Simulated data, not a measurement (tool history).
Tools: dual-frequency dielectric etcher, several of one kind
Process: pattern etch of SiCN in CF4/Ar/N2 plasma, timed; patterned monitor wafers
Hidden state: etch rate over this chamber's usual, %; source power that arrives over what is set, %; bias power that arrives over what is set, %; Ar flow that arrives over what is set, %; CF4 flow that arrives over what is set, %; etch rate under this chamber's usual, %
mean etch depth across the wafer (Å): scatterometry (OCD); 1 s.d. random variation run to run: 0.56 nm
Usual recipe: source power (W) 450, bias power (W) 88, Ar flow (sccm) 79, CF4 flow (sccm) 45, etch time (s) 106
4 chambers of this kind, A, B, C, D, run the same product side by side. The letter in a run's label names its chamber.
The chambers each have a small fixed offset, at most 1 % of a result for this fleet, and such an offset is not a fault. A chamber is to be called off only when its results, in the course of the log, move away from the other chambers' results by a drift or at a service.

run	day	source power (W)	bias power (W)	Ar flow (sccm)	CF4 flow (sccm)	etch time (s)	hours since the last wet clean	hours since the last source power generator calibration	hours since the last bias power generator calibration	hours since the last Ar flow controller change	hours since the last CF4 flow controller change	read-back reference wafer on the same gauge, depth_nm	mean etch depth across the wafer (Å)
1B	0.404	450	88	79	45	106	176.7	811.7	1201.0	672.3	2336.2	94.553	951.68
2D	0.775	450	88	79	45	106	51.0	53.9	5176.7	2833.2	3689.1	94.527	952.00
3C	1.312	450	88	79	45	106	366.1	1566.5	831.6	1522.9	2612.2	94.498	968.73
4A	1.846	450	88	79	45	106	267.7	926.7	272.5	5598.2	2703.1	94.334	941.56
# day 2.038: chamber C: wet clean of the chamber
5C	2.258	450	88	79	45	106	5.3	1589.2	854.3	1545.6	2634.9	94.370	962.40
6D	2.542	450	88	79	45	106	93.4	96.3	5219.1	2875.6	3731.5	94.550	961.25
7B	2.954	450	88	79	45	106	237.9	872.9	1262.2	733.5	2397.4	94.433	953.32
8A	3.371	350	88	79	45	116	304.3	963.3	309.1	5634.8	2739.7	94.482	830.25
9A	3.846	350	88	79	45	116	315.7	974.7	320.5	5646.2	2751.1	94.468	827.31
10C	4.412	350	88	79	45	116	57.0	1640.9	906.0	1597.3	2686.6	94.554	850.41
11D	4.700	350	88	79	45	116	145.2	148.1	5270.9	2927.4	3783.3	94.353	839.86
12B	5.162	450	88	79	45	106	290.9	925.9	1315.2	786.5	2450.4	94.666	950.60
13C	5.683	450	88	79	45	106	87.5	1671.4	936.5	1627.8	2717.1	94.564	954.86
# day 5.708: chamber A: Ar flow controller replaced
14D	6.104	450	88	79	45	106	178.9	181.8	5304.6	2961.1	3817.0	94.591	954.28
15B	6.354	450	88	79	45	106	319.5	954.5	1343.8	815.1	2479.0	94.503	954.00
16A	6.771	450	88	79	45	106	385.9	1044.9	390.7	25.6	2821.3	94.478	964.16
# day 6.888: chamber D: bias power generator calibrated
17B	7.300	450	88	79	45	106	342.2	977.2	1366.5	837.8	2501.7	94.460	956.57
18C	7.667	450	88	79	45	106	135.1	1719.0	984.1	1675.4	2764.7	94.517	957.74
19A	8.071	450	88	79	45	106	417.1	1076.1	421.9	56.8	2852.5	94.438	971.54
20D	8.575	450	88	79	45	106	238.2	241.1	40.5	3020.4	3876.3	94.355	955.72
21C	8.938	450	88	79	45	106	165.6	1749.5	1014.6	1705.9	2795.2	94.509	964.61
22A	9.396	450	88	79	45	106	448.9	1107.9	453.7	88.6	2884.3	94.398	965.68
23B	9.838	450	88	79	45	106	403.1	1038.1	1427.4	898.7	2562.6	94.623	944.79
24D	10.188	450	88	79	45	106	276.9	279.8	79.2	3059.1	3915.0	94.253	951.28
25D	10.450	450	88	79	45	106	283.2	286.1	85.5	3065.4	3921.3	94.358	958.91
26C	10.971	450	88	79	45	106	214.4	1798.3	1063.4	1754.7	2844.0	94.549	966.95
27A	11.371	450	88	79	45	106	496.3	1155.3	501.1	136.0	2931.7	94.488	982.64
28B	11.704	450	88	79	45	106	447.9	1082.9	1472.2	943.5	2607.4	94.485	942.42
29D	12.079	450	88	79	45	106	322.3	325.2	124.6	3104.5	3960.4	94.410	959.49
30A	12.500	450	88	79	45	106	523.4	1182.4	528.2	163.1	2958.8	94.480	986.56
31B	12.962	450	88	79	45	106	478.1	1113.1	1502.4	973.7	2637.6	94.467	947.36
32C	13.400	450	88	79	45	106	272.7	1856.6	1121.7	1813.0	2902.3	94.551	957.52
# day 13.488: chamber D: wet clean of the chamber
33D	13.800	450	88	79	45	106	7.6	366.5	165.9	3145.8	4001.7	94.478	958.82
34C	14.288	450	88	79	45	106	294.0	1877.9	1143.0	1834.3	2923.6	94.334	962.59
35B	14.538	450	88	79	45	106	515.9	1150.9	1540.2	1011.5	2675.4	94.360	940.36
# day 14.838: chamber C: CF4 flow controller replaced
# day 14.904: chamber B: wet clean of the chamber
36A	14.921	450	88	79	45	106	581.5	1240.5	586.3	221.2	3016.9	94.510	994.43
37B	15.325	490	88	79	45	106	10.2	1169.8	1559.1	1030.4	2694.3	94.533	1020.60
38C	15.583	490	88	79	45	106	325.1	1909.0	1174.1	1865.4	17.9	94.457	1032.00
39A	16.062	490	88	79	45	106	608.9	1267.9	613.7	248.6	3044.3	94.577	1072.00

Predict what each chamber gives when all 4 of them run the settings below next.
40A	16.475	450	88	79	45	135							?
40B	16.475	450	88	79	45	135							?
40C	16.475	450	88	79	45	135							?
40D	16.475	450	88	79	45	135							?

run	mean etch depth across the wafer (Å)
40A	1279.00
40B	1212.40
40C	1233.60
40D	1221.30

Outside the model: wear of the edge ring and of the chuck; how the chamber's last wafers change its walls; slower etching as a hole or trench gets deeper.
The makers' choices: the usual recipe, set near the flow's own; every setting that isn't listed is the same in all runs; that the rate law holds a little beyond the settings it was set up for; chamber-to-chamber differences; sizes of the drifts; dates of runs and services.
